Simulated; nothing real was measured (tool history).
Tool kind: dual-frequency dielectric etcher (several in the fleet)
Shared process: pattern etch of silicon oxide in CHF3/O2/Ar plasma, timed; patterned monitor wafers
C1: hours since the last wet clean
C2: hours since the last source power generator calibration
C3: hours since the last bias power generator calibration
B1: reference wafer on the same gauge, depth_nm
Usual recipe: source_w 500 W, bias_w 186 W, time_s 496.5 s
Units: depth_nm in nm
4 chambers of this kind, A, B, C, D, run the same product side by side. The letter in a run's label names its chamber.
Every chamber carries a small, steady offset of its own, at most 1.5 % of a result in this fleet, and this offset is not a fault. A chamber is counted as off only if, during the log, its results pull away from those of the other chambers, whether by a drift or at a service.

Run 1A, day 0.142: usual settings; C1 132.2; C2 2751.2; C3 2007.1; B1 895.72. Result: depth_nm 918.71 nm.
At day 0.179: chamber C: wet clean of the chamber.
Run 2C, day 0.346: usual settings; C1 4.0; C2 2407.2; C3 2431.3; B1 895.49. Result: depth_nm 919.67 nm.
Run 3D, day 0.467: usual settings; C1 145.8; C2 861.4; C3 980.9; B1 895.72. Result: depth_nm 935.04 nm.
Run 4B, day 0.650: usual settings; C1 414.5; C2 331.1; C3 1338.7; B1 895.01. Result: depth_nm 920.62 nm.
Run 5A, day 0.767: usual settings; C1 147.2; C2 2766.2; C3 2022.1; B1 894.68. Result: depth_nm 919.34 nm.
Run 6B, day 0.900: usual settings; C1 420.5; C2 337.1; C3 1344.7; B1 894.87. Result: depth_nm 921.27 nm.
Run 7D, day 1.058: usual settings; C1 160.0; C2 875.6; C3 995.1; B1 894.51. Result: depth_nm 936.08 nm.
Run 8C, day 1.225: usual settings; C1 25.1; C2 2428.3; C3 2452.4; B1 894.46. Result: depth_nm 921.35 nm.
Run 9C, day 1.388: usual settings; C1 29.0; C2 2432.2; C3 2456.3; B1 894.21. Result: depth_nm 919.94 nm.
Run 10A, day 1.512: usual settings; C1 165.1; C2 2784.1; C3 2040.0; B1 894.32. Result: depth_nm 918.72 nm.
Run 11B, day 1.683: usual settings; C1 439.3; C2 355.9; C3 1363.5; B1 893.65. Result: depth_nm 916.02 nm.
Run 12D, day 1.771: usual settings; C1 177.1; C2 892.7; C3 1012.2; B1 893.69. Result: depth_nm 932.66 nm.
Run 13A, day 1.871: usual settings; C1 173.7; C2 2792.7; C3 2048.6; B1 893.72. Result: depth_nm 917.12 nm.
Run 14B, day 2.008: usual settings but bias_w 221 W, time_s 373.5 s; C1 447.1; C2 363.7; C3 1371.3; B1 893.23. Result: depth_nm 732.90 nm.
Run 15D, day 2.196: usual settings but bias_w 221 W, time_s 373.5 s; C1 187.3; C2 902.9; C3 1022.4; B1 893.24. Result: depth_nm 744.30 nm.
Run 16C, day 2.288: usual settings but bias_w 221 W, time_s 373.5 s; C1 50.6; C2 2453.8; C3 2477.9; B1 893.17. Result: depth_nm 733.94 nm.
Run 17B, day 2.458: usual settings but bias_w 221 W, time_s 373.5 s; C1 457.9; C2 374.5; C3 1382.1; B1 892.89. Result: depth_nm 730.84 nm.
Run 18C, day 2.583: usual settings; C1 57.7; C2 2460.9; C3 2485.0; B1 892.63. Result: depth_nm 918.38 nm.
Run 19A, day 2.692: usual settings; C1 193.4; C2 2812.4; C3 2068.3; B1 892.40. Result: depth_nm 916.45 nm.
Run 20D, day 2.879: usual settings; C1 203.7; C2 919.3; C3 1038.8; B1 892.27. Result: depth_nm 931.41 nm.
Run 21B, day 3.075: usual settings; C1 472.7; C2 389.3; C3 1396.9; B1 891.55. Result: depth_nm 917.41 nm.
Run 22C, day 3.258: usual settings; C1 73.9; C2 2477.1; C3 2501.2; B1 891.65. Result: depth_nm 914.36 nm.
Run 23A, day 3.417: usual settings but bias_w 216 W; C1 210.8; C2 2829.8; C3 2085.7; B1 891.50. Result: depth_nm 964.85 nm.
Run 24D, day 3.554: usual settings but bias_w 216 W; C1 219.9; C2 935.5; C3 1055.0; B1 891.28. Result: depth_nm 978.74 nm.
Run 25D, day 3.700: usual settings but bias_w 216 W; C1 223.4; C2 939.0; C3 1058.5; B1 891.15. Result: depth_nm 979.45 nm.
Run 26B, day 3.900: usual settings but bias_w 216 W; C1 492.5; C2 409.1; C3 1416.7; B1 890.66. Result: depth_nm 965.34 nm.
Run 27A, day 4.058: usual settings; C1 226.2; C2 2845.2; C3 2101.1; B1 891.06. Result: depth_nm 914.61 nm.
Run 28C, day 4.188: usual settings; C1 96.2; C2 2499.4; C3 2523.5; B1 890.54. Result: depth_nm 916.67 nm.
Run 29C, day 4.358: usual settings but bias_w 228 W, time_s 362.0 s; C1 100.3; C2 2503.5; C3 2527.6; B1 890.36. Result: depth_nm 718.14 nm.
Run 30B, day 4.533: usual settings but bias_w 228 W, time_s 362.0 s; C1 507.7; C2 424.3; C3 1431.9; B1 889.60. Result: depth_nm 714.84 nm.

Which is it: a chamber that has drifted or been left off by a service, a gauge drift common to all chambers, or only each chamber's usual small offset? If a chamber is off, name it and its likeliest cause.

None of the chambers is off. What moves is the gauge, dragging all their readings along together.
Likeliest cause: gauge reads low (%) = 0.687.
